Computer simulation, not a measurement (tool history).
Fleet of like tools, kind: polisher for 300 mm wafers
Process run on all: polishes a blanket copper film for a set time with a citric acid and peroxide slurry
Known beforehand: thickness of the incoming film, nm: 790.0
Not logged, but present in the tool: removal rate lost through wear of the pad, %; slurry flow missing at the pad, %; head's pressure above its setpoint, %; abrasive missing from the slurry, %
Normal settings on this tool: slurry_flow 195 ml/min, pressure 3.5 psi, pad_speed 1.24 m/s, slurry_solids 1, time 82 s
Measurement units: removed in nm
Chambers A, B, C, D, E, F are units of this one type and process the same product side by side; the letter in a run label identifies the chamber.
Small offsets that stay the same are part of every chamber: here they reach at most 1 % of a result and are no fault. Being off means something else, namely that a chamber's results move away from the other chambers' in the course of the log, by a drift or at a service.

run     day  slurry_flow  pressure  pad_speed  slurry_solids  time  wafers polished on this pad  hours since the slurry nozzle was cleaned  hours since the head pressure was calibrated  hours since the slurry blender was calibrated  removed
      0.204  -- chamber C: worn pad replaced by a new one
 1E   0.375          195       3.5       1.24              1    82                          777                                      333.9                                         688.9                                           92.9   260.19
        0.6  -- chamber B: worn pad replaced by a new one
 2D   0.792          195       3.5       1.24              1    82                          266                                      452.2                                         553.3                                            151   261.92
      0.917  -- chamber B: slurry nozzle cleaned
 3A   1.125          195       3.5       1.24              1    82                          635                                        190                                          60.2                                          151.2   258.22
      1.475  -- chamber E: slurry blender recalibrated
      1.492  -- chamber A: slurry blender recalibrated
 4F   1.625          195       3.5       1.24              1    82                          900                                      328.6                                         606.5                                          111.9   258.94
      1.746  -- chamber F: slurry blender recalibrated
 5B   2.008          195       3.5       1.24              1    82                          361                                       26.2                                         428.5                                          151.1   256.89
        2.2  -- chamber E: worn pad replaced by a new one
      2.275  -- chamber C: head pressure recalibrated
      2.362  -- chamber F: worn pad replaced by a new one
 6C   2.571          195       3.5       1.24              1    82                          608                                        197                                           7.2                                          380.4   261.25
      2.621  -- chamber A: worn pad replaced by a new one
 7B   2.858          195       3.5       1.24              1    82                          580                                       46.6                                         448.9                                          171.5   256.23
 8D   3.442          195       3.5       1.24              1    82                          946                                      515.8                                         616.9                                          214.6   263.36
      3.729  -- chamber D: worn pad replaced by a new one
 9E   3.788          195       3.5       1.24              1    82                          408                                      415.8                                         770.8                                           55.6   260.01
      3.983  -- chamber F: head pressure recalibrated
10C   4.133          195       3.5       1.24              1    82                         1009                                      234.5                                          44.7                                          417.9   260.49
11A   4.458          195       3.5       1.24              1    82                          472                                        270                                         140.2                                           71.3   267.46
      4.483  -- chamber C: worn pad replaced by a new one
      4.621  -- chamber B: worn pad replaced by a new one
      4.717  -- chamber F: slurry nozzle cleaned
12F   5.033          195       3.5       1.24              1    82                          686                                        7.7                                          25.3                                             79   256.84
      5.079  -- chamber B: head pressure recalibrated
      5.275  -- chamber B: slurry blender recalibrated
      5.429  -- chamber A: slurry nozzle cleaned
13E    5.45          195       3.5       1.24              1    82                          834                                      455.7                                         810.7                                           95.5   256.14
      5.575  -- chamber F: slurry blender recalibrated
14C   5.796          195       3.5       1.24              1    82                          337                                      274.4                                          84.6                                          457.8   259.66
      6.229  -- chamber D: slurry nozzle cleaned
15F   6.254          195       3.5       1.24              1    82                          999                                         37                                          54.6                                           16.3   259.43
      6.346  -- chamber C: slurry blender recalibrated
      6.346  -- chamber E: slurry blender recalibrated
      6.425  -- chamber A: worn pad replaced by a new one
      6.679  -- chamber E: worn pad replaced by a new one
      6.796  -- chamber F: worn pad replaced by a new one
16B   6.812          195       3.5       1.24              1    82                          563                                      141.5                                          41.7                                           36.9   262.56
17A   7.379          195       3.5       1.24              1    82                          245                                       46.9                                         210.3                                          141.4   263.33
        7.7  -- chamber A: slurry blender recalibrated
18D   7.721          195       3.5       1.24              1    82                         1024                                       35.8                                         719.6                                          317.3   263.15
      7.779  -- chamber D: worn pad replaced by a new one
      7.904  -- chamber D: slurry blender recalibrated
19B   8.146          195       3.5       1.24              1    82                          905                                      173.5                                          73.7                                           68.9   260.85
      8.438  -- chamber B: worn pad replaced by a new one
20D   8.646          195       3.5       1.24              1    82                          222                                         58                                         741.8                                           17.9   265.33
      8.929  -- chamber C: worn pad replaced by a new one
      9.054  -- chamber C: slurry nozzle cleaned
21C   9.125          195       3.5       1.24              1    82                           50                                        1.8                                         164.5                                           66.8   263.22
22A   9.708          195       3.5       1.24              1    82                          843                                      102.8                                         266.2                                           48.2   263.46
      9.942  -- chamber F: slurry blender recalibrated
23F    10.1          195       3.5       1.24              1    82                          848                                      129.3                                         146.9                                            3.9   264.61
      10.15  -- chamber A: worn pad replaced by a new one
24E  10.425          195       3.5       1.24            0.7    82                          962                                      575.1                                         930.1                                             98   243.47
25A    10.8          195       3.5       1.24            0.7    82                          167                                        129                                         292.4                                           74.4   242.38
26B  11.104          195       3.5       1.24            0.7    82                          684                                      244.5                                         144.7                                          139.9   245.29
     11.146  -- chamber E: worn pad replaced by a new one
     11.325  -- chamber E: slurry blender recalibrated
      11.35  -- chamber F: worn pad replaced by a new one
27E  11.533          195       3.5       1.24            0.7    82                           99                                      601.7                                         956.7                                              5   244.26
     11.575  -- chamber D: worn pad replaced by a new one
     11.954  -- chamber B: worn pad replaced by a new one
28C  12.175          195       3.5       1.24            0.7    82                          833                                         75                                         237.7                                            140   240.67
     12.446  -- chamber C: worn pad replaced by a new one
29F  12.617          195       3.5       1.24            0.7    82                          325                                      189.7                                         207.3                                           64.3   245.28
     12.808  -- chamber A: slurry blender recalibrated
30D  13.146          195       3.5       1.24              1    82                          403                                        166                                         849.8                                          125.9   266.16
     13.521  -- chamber E: head pressure recalibrated
31F  13.521          130       3.5       1.24              1    60                          557                                      211.4                                           229                                             86    177.3
32C  13.988          130       3.5       1.24              1    60                          396                                      118.5                                         281.2                                          183.5   183.79
     14.117  -- chamber A: worn pad replaced by a new one
33D  14.408          130       3.5       1.24              1    60                          727                                      196.3                                         880.1                                          156.2   178.83
     14.538  -- chamber B: slurry blender recalibrated
     14.646  -- chamber F: slurry blender recalibrated
34A    14.9          130       3.5       1.24              1    60                          201                                      227.4                                         390.8                                           50.3   179.56
     15.212  -- chamber D: worn pad replaced by a new one
     15.346  -- chamber E: slurry blender recalibrated
     15.358  -- chamber F: worn pad replaced by a new one
35B   15.45          130       3.5       1.24              1    60                          897                                      348.8                                           249                                           21.9   178.27
36E  15.779          130       3.5       1.24              1    60                         1189                                      703.6                                          54.3                                           10.4   180.41
      15.85  -- chamber C: worn pad replaced by a new one
     15.954  -- chamber E: worn pad replaced by a new one
     15.996  -- chamber B: slurry nozzle cleaned
     16.112  -- chamber B: worn pad replaced by a new one
     16.175  -- chamber A: head pressure recalibrated
37B  16.175          195       3.5       0.92              1    82                           17                                        4.3                                         266.4                                           39.3      196
38E  16.779          195       3.5       0.92              1    82                          212                                      727.6                                          78.3                                           34.4      194
39F  17.417          195       3.5       0.92              1    82                          529                                      304.9                                         322.5                                           66.5   195.23
40C  17.712          195       3.5       0.92              1    82                          479                                      207.9                                         370.6                                          272.9    197.9
     18.042  -- chamber A: worn pad replaced by a new one
41D  18.188          195       3.5       0.92              1    82                          764                                        287                                         970.8                                          246.9   197.34
42A  18.504          195       3.5       0.92              1    82                          119                                      313.9                                            56                                          136.8    197.1
     18.875  -- chamber D: worn pad replaced by a new one
43A  18.912          195       2.9       1.24              1    82                          223                                      323.7                                          65.8                                          146.6   217.85
44D  19.492          195       2.9       1.24              1    82                          158                                      318.3                                        1002.1                                          278.2   221.98

Next, all 6 chambers run the settings below, one line each with question marks for the results. What does each chamber give?
45A  19.954          195       3.5       1.24              1    82                                                                                                                                                                             ?
45B  19.954          195       3.5       1.24              1    82                                                                                                                                                                             ?
45C  19.954          195       3.5       1.24              1    82                                                                                                                                                                             ?
45D  19.954          195       3.5       1.24              1    82                                                                                                                                                                             ?
45E  19.954          195       3.5       1.24              1    82                                                                                                                                                                             ?
45F  19.954          195       3.5       1.24              1    82                                                                                                                                                                             ?

run  removed
45A      261
45B   263.26
45C   255.41
45D    263.6
45E   259.36
45F      259

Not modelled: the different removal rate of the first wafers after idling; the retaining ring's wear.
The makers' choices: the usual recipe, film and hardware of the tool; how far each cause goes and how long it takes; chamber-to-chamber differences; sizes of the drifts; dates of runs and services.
